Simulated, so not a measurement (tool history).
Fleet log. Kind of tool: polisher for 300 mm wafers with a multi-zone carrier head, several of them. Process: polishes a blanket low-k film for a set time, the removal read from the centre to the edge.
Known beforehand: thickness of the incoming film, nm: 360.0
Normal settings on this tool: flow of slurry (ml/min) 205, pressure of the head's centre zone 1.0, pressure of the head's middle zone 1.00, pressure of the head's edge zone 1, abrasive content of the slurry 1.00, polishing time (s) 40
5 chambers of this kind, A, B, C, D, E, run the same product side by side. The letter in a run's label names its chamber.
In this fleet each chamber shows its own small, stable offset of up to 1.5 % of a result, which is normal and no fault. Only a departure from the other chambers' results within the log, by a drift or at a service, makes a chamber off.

run	hour	flow of slurry (ml/min)	pressure of the head's centre zone	pressure of the head's middle zone	pressure of the head's edge zone	abrasive content of the slurry	polishing time (s)	film removed at the wafer's centre (nm)	film removed at mid-radius (nm)	film removed at the wafer's edge (nm)
# hour 2.1: chamber B: slurry nozzle cleaned
# hour 3.1: chamber D: worn pad replaced by a new one
1E	8.0	205	1.0	1.00	1	1.00	40	15.049	14.625	14.970
2B	13.4	205	1.0	1.00	1	1.00	40	14.926	14.780	14.725
# hour 17.1: chamber B: worn pad replaced by a new one
3A	19.8	205	1.0	1.00	1	1.00	40	14.819	14.589	14.741
# hour 23.2: chamber E: worn pad replaced by a new one
4D	23.6	205	1.0	1.00	1	1.00	40	14.506	14.703	14.727
# hour 25.4: chamber D: slurry nozzle cleaned
5C	31.4	205	1.0	1.00	1	1.00	40	15.079	14.878	14.460
# hour 31.8: chamber A: worn pad replaced by a new one
6D	36.1	205	1.0	1.00	1	1.00	40	14.523	14.688	14.726
# hour 40.8: chamber C: slurry nozzle cleaned
7B	41.4	205	1.0	1.00	1	1.00	40	14.734	15.260	15.178
8C	49.6	205	1.0	1.00	1	1.00	40	14.900	14.783	14.883
9A	54.5	205	1.0	1.00	1	1.00	40	14.947	14.352	14.474
# hour 57.8: chamber B: worn pad replaced by a new one
10E	60.6	205	1.0	1.00	1	1.00	40	14.732	14.574	14.879
# hour 63.9: chamber C: worn pad replaced by a new one
11B	66.0	205	1.0	1.00	1	1.00	40	14.625	14.962	14.673
12E	70.4	205	1.0	1.00	1	1.00	40	14.757	14.503	14.452
13C	74.7	205	1.0	1.00	1	1.00	40	15.066	14.941	14.779
# hour 74.9: chamber E: worn pad replaced by a new one
# hour 78.3: chamber D: centre zone pressure recalibrated
14A	78.8	205	1.0	1.00	1	1.00	40	14.728	14.384	14.775
# hour 79.6: chamber D: worn pad replaced by a new one
15D	84.5	205	1.0	1.00	1	1.00	40	13.233	15.012	14.686
16B	91.1	205	1.0	1.00	1	1.00	40	14.650	14.824	14.910
17A	98.2	205	1.0	1.00	1	1.00	40	14.889	14.785	15.000
# hour 99.8: chamber A: worn pad replaced by a new one
# hour 102.7: chamber B: worn pad replaced by a new one
18D	102.9	205	1.0	1.00	1	1.00	40	13.095	14.766	14.573
19C	109.3	205	1.0	1.00	1	1.00	40	14.752	14.992	15.177
20E	115.8	165	1.0	1.00	1	0.75	40	12.363	12.261	12.436
21C	122.8	165	1.0	1.00	1	0.75	40	12.602	12.305	12.498
# hour 124.4: chamber E: worn pad replaced by a new one
22A	128.4	165	1.0	1.00	1	0.75	40	12.345	12.037	12.684
# hour 132.1: chamber C: worn pad replaced by a new one
23B	135.1	165	1.0	1.00	1	0.75	40	12.274	12.545	12.142
# hour 140.8: chamber B: worn pad replaced by a new one
# hour 141.8: chamber B: edge zone pressure recalibrated
24D	142.7	165	1.0	1.00	1	0.75	40	10.917	12.153	12.478
# hour 144.9: chamber E: slurry nozzle cleaned
25E	149.1	205	1.1	1.00	1	1.00	40	16.359	14.766	14.825
26B	156.2	205	1.1	1.00	1	1.00	40	16.383	15.140	14.960
# hour 158.5: chamber D: worn pad replaced by a new one
# hour 159.5: chamber A: worn pad replaced by a new one
27C	160.9	205	1.1	1.00	1	1.00	40	16.901	14.751	15.000
28E	165.3	205	1.1	1.00	1	1.00	40	16.441	14.503	14.731
29D	170.0	205	1.1	1.00	1	1.00	40	14.571	14.952	14.873
30A	173.6	205	1.0	1.00	1	1.00	40	14.834	14.792	14.753
# hour 175.1: chamber E: worn pad replaced by a new one
31C	177.2	205	1.0	1.00	1	1.00	40	15.009	15.037	14.800
32B	181.7	205	1.0	1.00	1	1.00	40	15.001	14.690	14.857
# hour 184.6: chamber B: worn pad replaced by a new one
33A	187.4	205	1.0	1.07	1	1.00	40	14.733	15.599	14.953
34E	193.6	205	1.0	1.07	1	1.00	40	14.816	15.655	14.648
35D	199.6	205	1.0	1.07	1	1.00	40	13.192	15.384	14.860
36B	203.8	205	1.0	1.07	1	1.00	40	14.789	15.769	14.855

Predict what each chamber gives when all 5 of them run the settings below next.
37A	209.7	205	1.0	1.00	1	1.00	40	?	?	?
37B	209.7	205	1.0	1.00	1	1.00	40	?	?	?
37C	209.7	205	1.0	1.00	1	1.00	40	?	?	?
37D	209.7	205	1.0	1.00	1	1.00	40	?	?	?
37E	209.7	205	1.0	1.00	1	1.00	40	?	?	?

run	film removed at the wafer's centre (nm)	film removed at mid-radius (nm)	film removed at the wafer's edge (nm)
37A	14.769	14.798	14.883
37B	14.684	14.960	15.093
37C	14.882	14.640	15.042
37D	13.231	14.710	14.688
37E	15.119	14.835	15.009
